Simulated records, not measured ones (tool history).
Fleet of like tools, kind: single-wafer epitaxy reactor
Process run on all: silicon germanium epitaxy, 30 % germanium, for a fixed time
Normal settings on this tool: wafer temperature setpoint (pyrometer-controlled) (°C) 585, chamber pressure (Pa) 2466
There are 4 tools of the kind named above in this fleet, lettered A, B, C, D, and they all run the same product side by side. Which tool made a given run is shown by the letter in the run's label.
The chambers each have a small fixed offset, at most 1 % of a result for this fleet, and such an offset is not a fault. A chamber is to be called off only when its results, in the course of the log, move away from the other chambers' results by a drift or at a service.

run	hour	wafer temperature setpoint (pyrometer-controlled) (°C)	chamber pressure (Pa)	read-back reference wafer on the same gauge, thickness_nm	mean film thickness on the monitor wafer (angstrom)
1B	2.4	585	2466	46.338	432.56
2A	5.6	585	2466	46.278	431.76
3D	8.7	585	2466	46.264	429.42
4C	11	585	2466	46.333	429.13
5D	15.9	585	2466	46.287	428.75
6B	19.4	585	2466	46.337	430.51
7C	23.2	595	2733	46.338	539.64
8A	26.7	595	2733	46.278	541.9
9A	30.9	595	2733	46.294	544.39
10C	35	595	2733	46.309	538.09
11D	39.3	585	2466	46.316	430.37
12B	43.2	585	2466	46.291	430.36
13A	46.9	585	2466	46.303	434.2
14B	49.5	585	2466	46.295	430.97
# hour 52.8: chamber B: pyrometer calibrated
15D	53.2	585	2466	46.276	430.57
16C	57.4	585	2466	46.292	431.79
17D	59.9	585	2466	46.295	426.83
18B	62.2	585	2466	46.277	441.87
19C	66.8	585	2466	46.317	430.88
20A	70.1	593	2466	46.291	501.33
21D	73.3	593	2466	46.333	496.57
22B	76.6	593	2466	46.345	511.66
23C	79.6	593	2466	46.296	499.05
24A	82	585	2466	46.232	431.45

The same settings go to every chamber for the next run, one line per chamber below. Forecast the results for each:
25A	85.5	585	2680		?
25B	85.5	585	2680		?
25C	85.5	585	2680		?
25D	85.5	585	2680		?

run	mean film thickness on the monitor wafer (angstrom)
25A	448.13
25B	453.08
25C	445.08
25D	443.45

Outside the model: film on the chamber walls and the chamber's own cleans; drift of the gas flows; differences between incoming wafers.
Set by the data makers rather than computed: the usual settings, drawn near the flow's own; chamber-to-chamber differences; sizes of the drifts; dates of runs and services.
